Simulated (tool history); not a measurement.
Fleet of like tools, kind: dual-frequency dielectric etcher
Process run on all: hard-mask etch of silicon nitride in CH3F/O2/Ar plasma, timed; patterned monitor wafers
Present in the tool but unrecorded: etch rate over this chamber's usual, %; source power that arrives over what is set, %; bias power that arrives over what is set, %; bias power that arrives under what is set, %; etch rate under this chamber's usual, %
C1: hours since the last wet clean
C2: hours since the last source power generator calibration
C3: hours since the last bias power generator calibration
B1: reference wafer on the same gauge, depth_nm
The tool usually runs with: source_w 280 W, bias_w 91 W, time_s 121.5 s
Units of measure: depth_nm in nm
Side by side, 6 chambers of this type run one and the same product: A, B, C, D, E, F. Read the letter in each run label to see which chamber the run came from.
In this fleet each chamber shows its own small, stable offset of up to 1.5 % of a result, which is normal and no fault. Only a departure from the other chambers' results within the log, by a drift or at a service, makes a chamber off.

-- hour=0.4 chamber C: source power generator calibrated
run 1F hour=11.2 | source_w=280 bias_w=91 time_s=121.5 | C1=195.4 C2=1595.4 C3=2828.7 | B1=91.308 | depth_nm=80.582
run 2D hour=25.3 | source_w=280 bias_w=91 time_s=121.5 | C1=417 C2=2856.5 C3=1833.3 | B1=91.326 | depth_nm=80.248
run 3A hour=38.1 | source_w=280 bias_w=91 time_s=121.5 | C1=352.8 C2=57.5 C3=1503.9 | B1=91.345 | depth_nm=80.873
run 4E hour=52.3 | source_w=280 bias_w=91 time_s=121.5 | C1=135.2 C2=2638.4 C3=2661.2 | B1=91.339 | depth_nm=81.301
run 5C hour=60.4 | source_w=280 bias_w=91 time_s=121.5 | C1=108.4 C2=60.1 C3=3211.2 | B1=91.337 | depth_nm=80.671
run 6B hour=73.3 | source_w=280 bias_w=91 time_s=121.5 | C1=501 C2=675 C3=2574.9 | B1=91.341 | depth_nm=80.184
run 7D hour=86.7 | source_w=280 bias_w=91 time_s=121.5 | C1=478.4 C2=2917.9 C3=1894.7 | B1=91.374 | depth_nm=80.357
run 8C hour=94.3 | source_w=280 bias_w=91 time_s=121.5 | C1=142.3 C2=94 C3=3245.1 | B1=91.383 | depth_nm=80.79
-- hour=100.2 chamber B: wet clean of the chamber
run 9E hour=107.1 | source_w=280 bias_w=91 time_s=121.5 | C1=190 C2=2693.2 C3=2716 | B1=91.414 | depth_nm=81.361
run 10F hour=115.3 | source_w=280 bias_w=91 time_s=121.5 | C1=299.5 C2=1699.5 C3=2932.8 | B1=91.402 | depth_nm=80.513
-- hour=120.5 chamber D: wet clean of the chamber
run 11A hour=129.9 | source_w=280 bias_w=91 time_s=121.5 | C1=444.6 C2=149.3 C3=1595.7 | B1=91.42 | depth_nm=80.92
run 12B hour=141.3 | source_w=280 bias_w=91 time_s=121.5 | C1=41.2 C2=743 C3=2642.9 | B1=91.476 | depth_nm=80.119
run 13F hour=152 | source_w=280 bias_w=91 time_s=121.5 | C1=336.2 C2=1736.2 C3=2969.5 | B1=91.444 | depth_nm=80.557
run 14D hour=162.8 | source_w=280 bias_w=91 time_s=121.5 | C1=42.4 C2=2994 C3=1970.8 | B1=91.422 | depth_nm=80.516
run 15C hour=170.6 | source_w=280 bias_w=91 time_s=121.5 | C1=218.6 C2=170.3 C3=3321.4 | B1=91.441 | depth_nm=80.732
run 16B hour=185.4 | source_w=280 bias_w=91 time_s=121.5 | C1=85.3 C2=787.1 C3=2687 | B1=91.465 | depth_nm=80.03
run 17E hour=196.8 | source_w=280 bias_w=91 time_s=121.5 | C1=279.7 C2=2782.9 C3=2805.7 | B1=91.48 | depth_nm=81.539
run 18A hour=208.9 | source_w=280 bias_w=91 time_s=121.5 | C1=523.6 C2=228.3 C3=1674.7 | B1=91.469 | depth_nm=81.041
run 19E hour=219.6 | source_w=280 bias_w=91 time_s=121.5 | C1=302.5 C2=2805.7 C3=2828.5 | B1=91.529 | depth_nm=81.404
run 20D hour=234.3 | source_w=280 bias_w=91 time_s=121.5 | C1=113.9 C2=3065.5 C3=2042.3 | B1=91.511 | depth_nm=80.503
run 21F hour=243.3 | source_w=280 bias_w=91 time_s=121.5 | C1=427.5 C2=1827.5 C3=3060.8 | B1=91.484 | depth_nm=80.655
-- hour=245.1 chamber A: wet clean of the chamber
run 22C hour=255 | source_w=280 bias_w=91 time_s=121.5 | C1=303 C2=254.7 C3=3405.8 | B1=91.546 | depth_nm=80.749
run 23B hour=264.9 | source_w=280 bias_w=91 time_s=121.5 | C1=164.8 C2=866.6 C3=2766.5 | B1=91.546 | depth_nm=80.272
run 24A hour=275.8 | source_w=230 bias_w=91 time_s=121.5 | C1=30.7 C2=295.2 C3=1741.6 | B1=91.549 | depth_nm=75.434
run 25F hour=288.3 | source_w=230 bias_w=91 time_s=121.5 | C1=472.5 C2=1872.5 C3=3105.8 | B1=91.568 | depth_nm=75.002
-- hour=294.5 chamber E: bias power generator calibrated
run 26D hour=302.6 | source_w=230 bias_w=91 time_s=121.5 | C1=182.2 C2=3133.8 C3=2110.6 | B1=91.564 | depth_nm=74.845
run 27C hour=312.7 | source_w=230 bias_w=91 time_s=121.5 | C1=360.7 C2=312.4 C3=3463.5 | B1=91.578 | depth_nm=75.123
run 28B hour=323.6 | source_w=230 bias_w=91 time_s=121.5 | C1=223.5 C2=925.3 C3=2825.2 | B1=91.604 | depth_nm=74.485
run 29E hour=331.9 | source_w=230 bias_w=91 time_s=121.5 | C1=414.8 C2=2918 C3=37.4 | B1=91.595 | depth_nm=75.895
run 30A hour=340.3 | source_w=280 bias_w=91 time_s=121.5 | C1=95.2 C2=359.7 C3=1806.1 | B1=91.603 | depth_nm=81.121
run 31F hour=353.2 | source_w=260 bias_w=91 time_s=121.5 | C1=537.4 C2=1937.4 C3=3170.7 | B1=91.642 | depth_nm=78.532
-- hour=363.4 chamber F: wet clean of the chamber
run 32E hour=367.1 | source_w=260 bias_w=91 time_s=121.5 | C1=450 C2=2953.2 C3=72.6 | B1=91.633 | depth_nm=79.532
run 33B hour=376.7 | source_w=260 bias_w=91 time_s=121.5 | C1=276.6 C2=978.4 C3=2878.3 | B1=91.639 | depth_nm=78.418
run 34D hour=383.7 | source_w=260 bias_w=91 time_s=121.5 | C1=263.3 C2=3214.9 C3=2191.7 | B1=91.647 | depth_nm=78.298
-- hour=388.3 chamber E: wet clean of the chamber
-- hour=392.8 chamber D: bias power generator calibrated
run 35A hour=392.8 | source_w=260 bias_w=91 time_s=121.5 | C1=147.7 C2=412.2 C3=1858.6 | B1=91.678 | depth_nm=78.894
-- hour=398.4 chamber C: wet clean of the chamber
run 36C hour=405.2 | source_w=260 bias_w=91 time_s=121.5 | C1=6.9 C2=404.9 C3=3556 | B1=91.699 | depth_nm=78.663
-- hour=406.9 chamber F: source power generator calibrated
run 37E hour=412.2 | source_w=280 bias_w=91 time_s=121.5 | C1=24 C2=2998.3 C3=117.7 | B1=91.699 | depth_nm=81.655
run 38B hour=421.6 | source_w=280 bias_w=91 time_s=108.5 | C1=321.5 C2=1023.3 C3=2923.2 | B1=91.678 | depth_nm=71.781
run 39A hour=436.6 | source_w=280 bias_w=91 time_s=108.5 | C1=191.5 C2=456 C3=1902.4 | B1=91.706 | depth_nm=72.499
run 40F hour=443.7 | source_w=280 bias_w=91 time_s=108.5 | C1=80.4 C2=36.8 C3=3261.2 | B1=91.695 | depth_nm=72.105
run 41D hour=454.6 | source_w=280 bias_w=91 time_s=108.5 | C1=334.2 C2=3285.8 C3=61.8 | B1=91.72 | depth_nm=72.074
run 42C hour=467.5 | source_w=280 bias_w=91 time_s=108.5 | C1=69.2 C2=467.2 C3=3618.3 | B1=91.729 | depth_nm=72.365
run 43A hour=478.6 | source_w=280 bias_w=91 time_s=108.5 | C1=233.5 C2=498 C3=1944.4 | B1=91.751 | depth_nm=72.736
run 44F hour=485.6 | source_w=280 bias_w=91 time_s=121.5 | C1=122.3 C2=78.7 C3=3303.1 | B1=91.721 | depth_nm=80.907

Decide between three cases: one chamber stands off from its peers, the gauge reading all wafers drifts, or nothing is wrong past each chamber's small offset. Where a chamber is off, say which and what most likely put it there.

Gauge drift. The chambers move together only on paper, and none stands off.
Likeliest cause: gauge reads high (%) = 0.501.

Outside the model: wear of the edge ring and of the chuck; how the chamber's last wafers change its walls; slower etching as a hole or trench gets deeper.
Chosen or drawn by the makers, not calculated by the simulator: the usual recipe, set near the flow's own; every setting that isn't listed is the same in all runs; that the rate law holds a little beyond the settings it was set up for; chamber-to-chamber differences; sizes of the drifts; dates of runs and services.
